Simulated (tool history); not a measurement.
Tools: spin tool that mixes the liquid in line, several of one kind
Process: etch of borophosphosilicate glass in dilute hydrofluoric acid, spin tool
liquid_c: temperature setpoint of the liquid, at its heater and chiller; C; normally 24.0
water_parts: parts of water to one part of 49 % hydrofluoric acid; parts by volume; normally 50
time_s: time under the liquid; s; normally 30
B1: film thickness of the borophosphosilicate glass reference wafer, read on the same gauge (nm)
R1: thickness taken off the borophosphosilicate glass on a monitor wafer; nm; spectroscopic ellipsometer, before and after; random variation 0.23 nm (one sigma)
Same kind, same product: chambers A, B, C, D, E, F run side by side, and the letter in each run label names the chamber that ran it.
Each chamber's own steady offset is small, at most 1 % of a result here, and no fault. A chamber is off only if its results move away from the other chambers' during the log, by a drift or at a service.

run 1B day=0.546 | liquid_c=24.0 water_parts=50 time_s=30 | B1=39.998 | R1=25.619
run 2D day=1.067 | liquid_c=24.0 water_parts=50 time_s=30 | B1=40.010 | R1=25.438
-- day=1.538 chamber D: thermometer replaced
run 3C day=1.550 | liquid_c=24.0 water_parts=50 time_s=30 | B1=39.998 | R1=25.384
run 4A day=2.062 | liquid_c=24.0 water_parts=50 time_s=30 | B1=39.970 | R1=25.381
run 5F day=2.412 | liquid_c=24.0 water_parts=50 time_s=30 | B1=40.004 | R1=25.415
run 6E day=2.696 | liquid_c=20.5 water_parts=60 time_s=30 | B1=39.995 | R1=18.428
-- day=3.158 chamber D: hydrofluoric acid flow meter replaced
run 7E day=3.158 | liquid_c=20.5 water_parts=60 time_s=30 | B1=40.033 | R1=18.204
run 8D day=3.750 | liquid_c=20.5 water_parts=60 time_s=30 | B1=40.018 | R1=17.715
run 9C day=4.292 | liquid_c=20.5 water_parts=60 time_s=30 | B1=40.013 | R1=18.249
run 10A day=4.629 | liquid_c=20.5 water_parts=60 time_s=30 | B1=40.015 | R1=18.237
run 11B day=5.208 | liquid_c=20.5 water_parts=60 time_s=30 | B1=39.996 | R1=18.140
run 12F day=5.550 | liquid_c=24.0 water_parts=50 time_s=30 | B1=40.007 | R1=26.092
run 13B day=5.971 | liquid_c=24.0 water_parts=50 time_s=15 | B1=40.007 | R1=12.868
run 14A day=6.475 | liquid_c=24.0 water_parts=50 time_s=15 | B1=40.022 | R1=12.969
run 15F day=6.938 | liquid_c=24.0 water_parts=50 time_s=15 | B1=39.965 | R1=13.056
run 16C day=7.271 | liquid_c=24.0 water_parts=50 time_s=15 | B1=40.021 | R1=13.125
run 17D day=7.708 | liquid_c=24.0 water_parts=50 time_s=15 | B1=40.002 | R1=12.679
-- day=8.033 chamber A: thermometer replaced
run 18E day=8.038 | liquid_c=24.0 water_parts=50 time_s=15 | B1=39.988 | R1=12.882
run 19C day=8.596 | liquid_c=24.0 water_parts=50 time_s=30 | B1=40.013 | R1=25.714
run 20B day=8.862 | liquid_c=20.0 water_parts=25 time_s=30 | B1=39.987 | R1=45.532
run 21E day=9.325 | liquid_c=20.0 water_parts=25 time_s=30 | B1=40.005 | R1=44.124
run 22F day=9.892 | liquid_c=20.0 water_parts=25 time_s=30 | B1=40.020 | R1=46.640
run 23D day=10.300 | liquid_c=20.0 water_parts=25 time_s=30 | B1=40.036 | R1=44.792
run 24A day=10.867 | liquid_c=20.0 water_parts=25 time_s=30 | B1=40.002 | R1=46.317
run 25B day=11.375 | liquid_c=20.0 water_parts=25 time_s=30 | B1=40.008 | R1=45.142
run 26F day=11.858 | liquid_c=24.0 water_parts=50 time_s=30 | B1=39.991 | R1=27.530
run 27C day=12.292 | liquid_c=24.0 water_parts=50 time_s=30 | B1=39.986 | R1=25.620
run 28D day=12.888 | liquid_c=24.0 water_parts=50 time_s=30 | B1=39.999 | R1=25.349
run 29E day=13.404 | liquid_c=24.0 water_parts=50 time_s=30 | B1=39.997 | R1=25.968
run 30A day=13.858 | liquid_c=24.0 water_parts=50 time_s=30 | B1=39.992 | R1=25.769
run 31B day=14.175 | liquid_c=24.0 water_parts=50 time_s=30 | B1=40.006 | R1=25.517
run 32D day=14.588 | liquid_c=19.5 water_parts=25 time_s=30 | B1=40.000 | R1=43.868
run 33C day=15.029 | liquid_c=19.5 water_parts=25 time_s=30 | B1=40.000 | R1=44.220
run 34A day=15.292 | liquid_c=19.5 water_parts=25 time_s=30 | B1=40.003 | R1=44.494
run 35E day=15.888 | liquid_c=19.5 water_parts=25 time_s=30 | B1=39.986 | R1=43.299
run 36F day=16.212 | liquid_c=19.5 water_parts=25 time_s=30 | B1=40.001 | R1=48.403

All chambers now run identical settings, listed one chamber a line with results as question marks. What results will each chamber show?
run 37A day=16.646 | liquid_c=24.0 water_parts=50 time_s=15 | R1=?
run 37B day=16.646 | liquid_c=24.0 water_parts=50 time_s=15 | R1=?
run 37C day=16.646 | liquid_c=24.0 water_parts=50 time_s=15 | R1=?
run 37D day=16.646 | liquid_c=24.0 water_parts=50 time_s=15 | R1=?
run 37E day=16.646 | liquid_c=24.0 water_parts=50 time_s=15 | R1=?
run 37F day=16.646 | liquid_c=24.0 water_parts=50 time_s=15 | R1=?

run=37A R1=12.853
run=37B R1=12.606
run=37C R1=12.829
run=37D R1=12.822
run=37E R1=12.962
run=37F R1=13.906

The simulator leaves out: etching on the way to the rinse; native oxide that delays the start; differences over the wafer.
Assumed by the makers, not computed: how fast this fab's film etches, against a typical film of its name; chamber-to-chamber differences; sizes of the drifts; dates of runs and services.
